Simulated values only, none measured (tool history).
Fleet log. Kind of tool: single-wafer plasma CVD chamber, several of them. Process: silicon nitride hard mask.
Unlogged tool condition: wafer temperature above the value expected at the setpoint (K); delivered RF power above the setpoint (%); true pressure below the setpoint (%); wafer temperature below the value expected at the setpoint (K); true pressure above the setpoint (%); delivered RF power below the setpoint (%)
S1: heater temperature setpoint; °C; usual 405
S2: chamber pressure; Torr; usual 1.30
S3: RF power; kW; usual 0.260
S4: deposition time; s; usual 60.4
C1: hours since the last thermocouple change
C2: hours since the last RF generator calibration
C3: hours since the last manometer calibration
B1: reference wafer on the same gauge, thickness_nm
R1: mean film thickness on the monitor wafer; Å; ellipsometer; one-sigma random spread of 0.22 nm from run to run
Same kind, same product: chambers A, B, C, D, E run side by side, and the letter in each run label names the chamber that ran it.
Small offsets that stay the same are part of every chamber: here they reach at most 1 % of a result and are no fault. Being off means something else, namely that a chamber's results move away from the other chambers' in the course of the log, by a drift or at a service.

run,day,S1,S2,S3,S4,C1,C2,C3,B1,R1
1E,0.125,405,1.30,0.260,60.4,1165.6,399.3,509.3,60.584,593.69
2A,0.221,405,1.30,0.260,60.4,339.9,1309.2,812.2,60.608,599.30
3D,0.321,405,1.30,0.260,60.4,320.0,143.1,1651.7,60.615,591.92
4B,0.433,405,1.30,0.260,60.4,752.9,1262.1,644.0,60.589,595.60
5C,0.633,405,1.30,0.260,65.6,405.7,1128.8,1371.9,60.590,640.91
6C,0.804,405,1.30,0.260,65.6,409.8,1132.9,1376.0,60.599,641.93
7A,1.000,405,1.30,0.260,65.6,358.6,1327.9,830.9,60.614,643.28
8B,1.146,405,1.30,0.260,65.6,770.0,1279.2,661.1,60.568,644.02
9D,1.304,405,1.30,0.260,65.6,343.6,166.7,1675.3,60.551,641.26
10E,1.479,413,1.30,0.230,60.4,1198.1,431.8,541.8,60.580,544.55
11D,1.683,413,1.30,0.230,60.4,352.7,175.8,1684.4,60.590,542.60
12A,1.842,413,1.30,0.230,60.4,378.8,1348.1,851.1,60.654,544.47
13C,1.950,413,1.30,0.230,60.4,437.3,1160.4,1403.5,60.644,534.27
# day 2.029: chamber D: capacitance manometer re-zeroed and calibrated
14B,2.154,413,1.30,0.230,60.4,794.2,1303.4,685.3,60.573,542.79
15E,2.346,405,1.30,0.260,60.4,1218.9,452.6,562.6,60.632,595.49
16E,2.529,405,1.30,0.260,60.4,1223.3,457.0,567.0,60.664,598.76
17D,2.654,405,1.30,0.275,60.4,376.0,199.1,15.1,60.657,618.11
18A,2.862,405,1.30,0.275,60.4,403.3,1372.6,875.6,60.559,620.39
19C,3.004,405,1.30,0.275,60.4,462.6,1185.7,1428.8,60.613,615.05
20B,3.117,405,1.30,0.275,60.4,817.3,1326.5,708.4,60.615,618.01
21D,3.242,405,1.30,0.275,60.4,390.1,213.2,29.2,60.573,610.42
22E,3.417,405,1.30,0.260,60.4,1244.6,478.3,588.3,60.583,596.60
23C,3.579,405,1.54,0.260,60.4,476.4,1199.5,1442.6,60.616,618.29
24A,3.767,405,1.54,0.260,60.4,425.0,1394.3,897.3,60.580,627.17
25B,3.896,405,1.54,0.260,60.4,836.0,1345.2,727.1,60.675,625.15
26A,4.058,405,1.54,0.260,60.4,432.0,1401.3,904.3,60.565,629.22
27D,4.167,405,1.54,0.260,60.4,412.3,235.4,51.4,60.638,623.72
28C,4.283,405,1.09,0.260,60.4,493.3,1216.4,1459.5,60.616,560.49
29B,4.438,405,1.09,0.260,60.4,849.0,1358.2,740.1,60.639,562.55
30E,4.608,405,1.09,0.260,60.4,1273.2,506.9,616.9,60.593,563.85
31C,4.775,405,1.09,0.260,60.4,505.1,1228.2,1471.3,60.602,556.59
32B,4.896,405,1.09,0.260,60.4,860.0,1369.2,751.1,60.611,563.02
33D,5.017,405,1.30,0.260,60.4,432.7,255.8,71.8,60.605,588.15

Is one chamber out of step, is the gauge drifting, or do the chambers differ by no more than their own small offsets? For an off chamber, give its letter and the likeliest cause.

Neither any chamber nor the gauge drifts; the chambers differ only by their own small, steady offsets.

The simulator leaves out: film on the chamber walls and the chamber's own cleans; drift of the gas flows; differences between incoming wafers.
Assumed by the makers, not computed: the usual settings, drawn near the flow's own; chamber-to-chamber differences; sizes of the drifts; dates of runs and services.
